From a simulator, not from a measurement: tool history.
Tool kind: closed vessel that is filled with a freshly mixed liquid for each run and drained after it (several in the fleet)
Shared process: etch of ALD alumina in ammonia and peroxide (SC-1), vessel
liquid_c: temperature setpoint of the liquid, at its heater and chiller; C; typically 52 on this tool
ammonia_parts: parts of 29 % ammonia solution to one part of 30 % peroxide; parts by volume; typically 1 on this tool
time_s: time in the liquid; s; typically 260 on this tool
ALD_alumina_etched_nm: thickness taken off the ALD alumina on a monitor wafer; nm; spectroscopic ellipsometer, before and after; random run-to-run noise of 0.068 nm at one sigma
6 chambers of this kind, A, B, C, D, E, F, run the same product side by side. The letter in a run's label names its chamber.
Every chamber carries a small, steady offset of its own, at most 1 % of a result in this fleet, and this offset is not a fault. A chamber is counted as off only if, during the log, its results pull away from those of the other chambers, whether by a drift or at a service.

run,hour,liquid_c,ammonia_parts,time_s,"read-back film thickness of the ALD alumina reference wafer, read on the same gauge (nm)",ALD_alumina_etched_nm
1F,3.8,52,1,260,100.02,16.122
2C,6.5,52,1,260,99.996,15.826
3E,11,52,1,260,99.992,15.88
4B,16.1,52,1,260,100.04,16.157
5D,21.4,52,1,260,99.978,16.167
6A,26.2,52,1,260,99.999,16.201
7B,29.3,52,1,195,100.01,12.144
# hour 29.5: chamber B: new drum of ammonia solution connected
8C,33.7,52,1,195,100.02,11.985
9D,37.6,52,1,195,99.999,12.212
10E,41.4,52,1,195,99.976,12.023
11F,44.9,52,1,195,99.989,11.999
12A,48.8,52,1,195,99.989,12.245
13F,52.8,52,1,260,100.01,16.119
14B,57.5,52,1,260,99.993,16.1
# hour 60.1: chamber C: thermometer replaced
15D,60.3,52,1,260,99.985,16.382
16A,64.7,52,1,260,100.01,16.307
17C,69.1,52,1,260,100.03,15.927
18E,74.4,52,1,260,99.967,16.023
19A,78.8,52,1,260,99.944,16.179
20F,83.4,52,1,260,100.02,16.107
21D,87.4,52,1,260,100.02,16.217
22C,89.9,52,1,260,99.993,16.081
23B,93.4,52,1,260,100.02,16.114
24E,98.7,52,1,260,100.02,16.108
# hour 100.8: chamber F: ammonia flow meter replaced
# hour 101: chamber D: thermometer replaced
25E,102.4,52,1,260,99.975,15.933
26D,104.8,52,1,260,100.01,16.125
27F,109.7,52,1,260,99.999,16.132
28A,114.3,52,1,260,99.994,16.198
29B,116.6,52,1,260,99.945,16.245
# hour 116.8: chamber A: thermometer replaced
30C,120.8,52,1.2,260,99.995,16.101
# hour 123: chamber F: thermometer replaced
31B,124.6,52,1.2,260,100.01,16.425
32A,127.6,52,1.2,260,99.993,16.488
33F,132.3,52,1.2,260,100.03,16.405
34C,137.5,52,1.2,260,99.993,16.249
35D,140.7,52,1.2,260,99.984,16.478
36E,146.1,52,1,260,99.999,16
37B,148.8,52,1,260,100,16.085

All chambers now run identical settings, listed one chamber a line with results as question marks. What results will each chamber show?
38A,152.7,43,1,260,,?
38B,152.7,43,1,260,,?
38C,152.7,43,1,260,,?
38D,152.7,43,1,260,,?
38E,152.7,43,1,260,,?
38F,152.7,43,1,260,,?

run,ALD_alumina_etched_nm
38A,9.6959
38B,9.7484
38C,9.4683
38D,9.7954
38E,9.7224
38F,9.8246
